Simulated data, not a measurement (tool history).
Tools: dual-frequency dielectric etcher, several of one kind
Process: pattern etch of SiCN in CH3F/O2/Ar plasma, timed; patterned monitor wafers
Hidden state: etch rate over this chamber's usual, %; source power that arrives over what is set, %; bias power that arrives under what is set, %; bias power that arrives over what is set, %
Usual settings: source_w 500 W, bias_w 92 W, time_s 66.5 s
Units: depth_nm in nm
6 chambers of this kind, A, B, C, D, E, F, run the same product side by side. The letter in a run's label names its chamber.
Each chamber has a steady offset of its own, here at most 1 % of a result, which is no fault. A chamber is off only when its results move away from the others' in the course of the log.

| run | hour | source_w | bias_w | time_s | hours since the last wet clean | hours since the last source power generator calibration | hours since the last bias power generator calibration | read-back reference wafer on the same gauge, depth_nm | depth_nm |
|---|---|---|---|---|---|---|---|---|---|
| 1E | 11.4 | 500 | 92 | 66.5 | 159.4 | 72.6 | 195.3 | 33.509 | 29.736 |
| 2A | 19.4 | 500 | 92 | 66.5 | 20.6 | 2196.4 | 648.8 | 33.517 | 29.395 |
| 3C | 32 | 500 | 92 | 66.5 | 41.7 | 353.1 | 1411.6 | 33.518 | 29.423 |
| 4B | 44.7 | 500 | 92 | 66.5 | 289 | 55.8 | 396.8 | 33.519 | 29.709 |
| 5D | 55.1 | 500 | 92 | 66.5 | 70.9 | 1473.7 | 904.8 | 33.523 | 29.313 |
| 6F | 65.5 | 500 | 92 | 66.5 | 418 | 1463.9 | 995.6 | 33.528 | 29.972 |
|  | 66.7 | chamber B: wet clean of the chamber |
| 7A | 73.9 | 500 | 92 | 66.5 | 75.1 | 2250.9 | 703.3 | 33.528 | 29.347 |
| 8C | 86 | 500 | 92 | 66.5 | 95.7 | 407.1 | 1465.6 | 33.52 | 29.535 |
|  | 92.5 | chamber F: wet clean of the chamber |
| 9E | 100.2 | 500 | 92 | 66.5 | 248.2 | 161.4 | 284.1 | 33.529 | 29.79 |
| 10D | 110.7 | 500 | 92 | 66.5 | 126.5 | 1529.3 | 960.4 | 33.539 | 29.406 |
| 11F | 126.6 | 450 | 92 | 76.5 | 34.2 | 1525 | 1056.7 | 33.538 | 33.136 |
| 12B | 136.6 | 450 | 92 | 76.5 | 70 | 147.7 | 488.7 | 33.544 | 32.997 |
| 13D | 147.7 | 450 | 92 | 76.5 | 163.5 | 1566.3 | 997.4 | 33.543 | 32.586 |
| 14B | 156.4 | 450 | 92 | 76.5 | 89.8 | 167.5 | 508.5 | 33.556 | 32.926 |
| 15E | 166.1 | 450 | 92 | 76.5 | 314.1 | 227.3 | 350 | 33.554 | 33.005 |
| 16C | 175.3 | 450 | 92 | 76.5 | 185 | 496.4 | 1554.9 | 33.569 | 32.599 |
| 17A | 184.1 | 500 | 92 | 66.5 | 185.3 | 2361.1 | 813.5 | 33.558 | 29.363 |
| 18F | 191.8 | 500 | 92 | 66.5 | 99.4 | 1590.2 | 1121.9 | 33.572 | 29.963 |
| 19A | 199.6 | 540 | 107 | 66.5 | 200.8 | 2376.6 | 829 | 33.566 | 32.018 |
| 20B | 212.3 | 540 | 107 | 66.5 | 145.7 | 223.4 | 564.4 | 33.584 | 32.454 |
| 21D | 224.4 | 540 | 107 | 66.5 | 240.2 | 1643 | 1074.1 | 33.578 | 32.019 |
| 22C | 237.5 | 540 | 107 | 66.5 | 247.2 | 558.6 | 1617.1 | 33.593 | 32.111 |
|  | 246.7 | chamber E: wet clean of the chamber |
| 23E | 250.9 | 540 | 107 | 66.5 | 4.2 | 312.1 | 434.8 | 33.595 | 32.482 |
| 24F | 261 | 540 | 107 | 66.5 | 168.6 | 1659.4 | 1191.1 | 33.595 | 32.661 |
| 25D | 268.7 | 500 | 92 | 66.5 | 284.5 | 1687.3 | 1118.4 | 33.59 | 29.461 |
| 26E | 280.6 | 500 | 92 | 66.5 | 33.9 | 341.8 | 464.5 | 33.588 | 29.878 |
| 27A | 296.7 | 500 | 92 | 66.5 | 297.9 | 2473.7 | 926.1 | 33.614 | 29.465 |
| 28B | 303.9 | 390 | 92 | 66.5 | 237.3 | 315 | 656 | 33.601 | 27.229 |
| 29F | 312.3 | 390 | 92 | 66.5 | 219.9 | 1710.7 | 1242.4 | 33.613 | 27.379 |
| 30C | 323.8 | 390 | 92 | 66.5 | 333.5 | 644.9 | 1703.4 | 33.61 | 26.937 |
| 31E | 334.9 | 390 | 92 | 66.5 | 88.2 | 396.1 | 518.8 | 33.615 | 27.213 |
| 32B | 348.8 | 390 | 92 | 66.5 | 282.2 | 359.9 | 700.9 | 33.619 | 27.223 |
| 33D | 362.3 | 390 | 92 | 66.5 | 378.1 | 1780.9 | 1212 | 33.633 | 26.916 |
| 34C | 369.8 | 500 | 92 | 66.5 | 379.5 | 690.9 | 1749.4 | 33.617 | 29.593 |
| 35A | 384.9 | 500 | 92 | 66.5 | 386.1 | 2561.9 | 1014.3 | 33.642 | 29.519 |
| 36F | 392.8 | 500 | 92 | 66.5 | 300.4 | 1791.2 | 1322.9 | 33.63 | 30.058 |
| 37E | 408.5 | 500 | 92 | 66.5 | 161.8 | 469.7 | 592.4 | 33.642 | 29.824 |
| 38C | 416 | 500 | 92 | 66.5 | 425.7 | 737.1 | 1795.6 | 33.643 | 29.567 |
|  | 422.1 | chamber B: wet clean of the chamber |
| 39B | 424 | 500 | 92 | 66.5 | 1.9 | 435.1 | 776.1 | 33.656 | 29.877 |
| 40D | 440.2 | 500 | 92 | 66.5 | 456 | 1858.8 | 1289.9 | 33.655 | 29.486 |

Is one chamber off against the others, does the gauge drift, or is nothing wrong? If a chamber is off, say which, and what the likeliest cause is.

The gauge drifts, so all chambers seem to drift together. No chamber is off.
Cause: gauge reads high (%) = 0.468.

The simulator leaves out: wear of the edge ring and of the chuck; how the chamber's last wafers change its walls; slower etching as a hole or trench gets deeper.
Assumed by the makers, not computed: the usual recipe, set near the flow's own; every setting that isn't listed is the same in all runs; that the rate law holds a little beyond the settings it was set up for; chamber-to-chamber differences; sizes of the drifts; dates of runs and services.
